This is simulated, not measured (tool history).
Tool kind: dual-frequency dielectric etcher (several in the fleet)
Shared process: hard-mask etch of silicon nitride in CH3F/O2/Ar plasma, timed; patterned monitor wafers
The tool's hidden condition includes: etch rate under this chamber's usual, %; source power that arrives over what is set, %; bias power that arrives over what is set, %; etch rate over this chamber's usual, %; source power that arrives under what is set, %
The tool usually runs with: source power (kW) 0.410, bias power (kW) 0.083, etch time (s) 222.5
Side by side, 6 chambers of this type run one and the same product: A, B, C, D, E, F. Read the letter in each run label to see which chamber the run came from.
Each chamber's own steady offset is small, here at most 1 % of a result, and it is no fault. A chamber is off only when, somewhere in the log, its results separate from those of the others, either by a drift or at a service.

run,day,source power (kW),bias power (kW),etch time (s),hours since the last wet clean,hours since the last source power generator calibration,hours since the last bias power generator calibration,"read-back reference wafer on the same gauge, depth_nm",mean etch depth across the wafer (Å)
1E,0.288,0.410,0.083,222.5,275.3,701.2,1250.2,178.93,1650.4
2A,0.612,0.410,0.083,222.5,292.7,2243.6,1265.0,178.91,1645.1
3B,0.904,0.410,0.083,222.5,66.1,3908.4,942.1,179.01,1645.6
# day 0.975: chamber D: wet clean of the chamber
4C,1.250,0.410,0.083,222.5,448.2,1261.0,477.8,179.03,1666.3
5F,1.517,0.410,0.083,222.5,613.6,65.2,816.6,178.94,1661.0
6D,1.738,0.450,0.083,222.5,18.3,1146.5,1589.5,178.92,1718.1
# day 2.021: chamber F: wet clean of the chamber
7B,2.121,0.450,0.083,222.5,95.3,3937.6,971.3,178.96,1700.2
8E,2.400,0.450,0.083,222.5,326.0,751.9,1300.9,179.00,1707.7
9F,2.604,0.450,0.083,222.5,14.0,91.3,842.7,178.99,1718.9
10D,2.946,0.450,0.083,222.5,47.3,1175.5,1618.5,179.07,1721.1
11C,3.258,0.450,0.083,222.5,496.4,1309.2,526.0,178.97,1723.1
12A,3.567,0.410,0.083,222.5,363.6,2314.5,1335.9,178.99,1643.5
# day 3.679: chamber C: wet clean of the chamber
13B,3.783,0.410,0.083,222.5,135.2,3977.5,1011.2,178.99,1651.4
14A,4.046,0.410,0.083,222.5,375.1,2326.0,1347.4,179.05,1646.6
15F,4.392,0.410,0.083,222.5,56.9,134.2,885.6,178.93,1658.2
16D,4.675,0.410,0.083,222.5,88.8,1217.0,1660.0,179.04,1657.9
17E,4.858,0.410,0.083,222.5,385.0,810.9,1359.9,179.06,1651.8
18C,5.208,0.410,0.083,222.5,36.8,1356.0,572.8,178.95,1666.0
19A,5.542,0.410,0.083,222.5,411.0,2361.9,1383.3,178.95,1640.0
20F,5.783,0.340,0.083,222.5,90.3,167.6,919.0,178.94,1546.9
21E,6.112,0.340,0.083,222.5,415.1,841.0,1390.0,179.00,1536.5
22B,6.467,0.340,0.083,222.5,199.6,4041.9,1075.6,178.93,1534.2
23D,6.717,0.340,0.083,222.5,137.8,1266.0,1709.0,178.94,1539.3
24C,7.004,0.340,0.083,222.5,79.9,1399.1,615.9,179.00,1548.8
25E,7.212,0.340,0.083,222.5,441.5,867.4,1416.4,179.05,1529.8
26C,7.525,0.410,0.083,222.5,92.4,1411.6,628.4,179.09,1671.1
27D,7.854,0.410,0.083,222.5,165.1,1293.3,1736.3,178.97,1659.3
28B,8.046,0.410,0.083,222.5,237.5,4079.8,1113.5,179.10,1644.8
29A,8.438,0.410,0.083,222.5,480.5,2431.4,1452.8,178.94,1633.7
30F,8.829,0.410,0.083,222.5,163.4,240.7,992.1,178.97,1655.1
31C,9.208,0.410,0.083,222.5,132.8,1452.0,668.8,179.12,1666.1
32A,9.529,0.440,0.083,268.5,506.7,2457.6,1479.0,179.02,2017.9
33D,9.862,0.440,0.083,268.5,213.3,1341.5,1784.5,179.04,2062.7
# day 9.975: chamber E: wet clean of the chamber
34B,10.212,0.440,0.083,268.5,289.5,4131.8,1165.5,178.96,2035.1
35E,10.588,0.440,0.083,268.5,14.8,948.4,1497.4,178.92,2053.9
36F,10.962,0.440,0.083,268.5,214.6,291.9,1043.3,178.98,2055.7
37F,11.192,0.440,0.083,268.5,220.1,297.4,1048.8,178.92,2050.9
38D,11.504,0.410,0.083,222.5,252.7,1380.9,1823.9,179.08,1667.1

Read the log: is a single chamber off, either drifting away or since a service, is the gauge that measures every chamber drifting, or is nothing wrong beyond small per-chamber offsets? Name any odd chamber and what most likely caused it.

Chamber A drifts away from the others.
What lies behind it: etch rate under this chamber's usual, % = 1.19.
The log may not tell that from: source power that arrives under what is set, %; bias power that arrives under what is set, %.

Here are 4 candidates for chamber A's next run, each the usual settings with a change, their results left as question marks. Which one brings its results back in line with what the others give on the usual settings?
Counts as in line when no further than this from what the other chambers average on the usual settings: mean etch depth across the wafer (Å) 13.0
39A-1,11.804,0.410,0.079,222.5,,,,,?
39A-2,11.804,0.410,0.083,226.0,,,,,?
39A-3,11.804,0.430,0.087,222.5,,,,,?
39A-4,11.804,0.410,0.083,216.0,,,,,?

Other chambers, usual settings, mean: mean etch depth across the wafer (Å) 1655.1
run,mean etch depth across the wafer (Å)
39A-1,1599.0
39A-2,1652.8
39A-3,1685.0
39A-4,1579.6
It is 39A-2 that realigns the chamber with its peers.

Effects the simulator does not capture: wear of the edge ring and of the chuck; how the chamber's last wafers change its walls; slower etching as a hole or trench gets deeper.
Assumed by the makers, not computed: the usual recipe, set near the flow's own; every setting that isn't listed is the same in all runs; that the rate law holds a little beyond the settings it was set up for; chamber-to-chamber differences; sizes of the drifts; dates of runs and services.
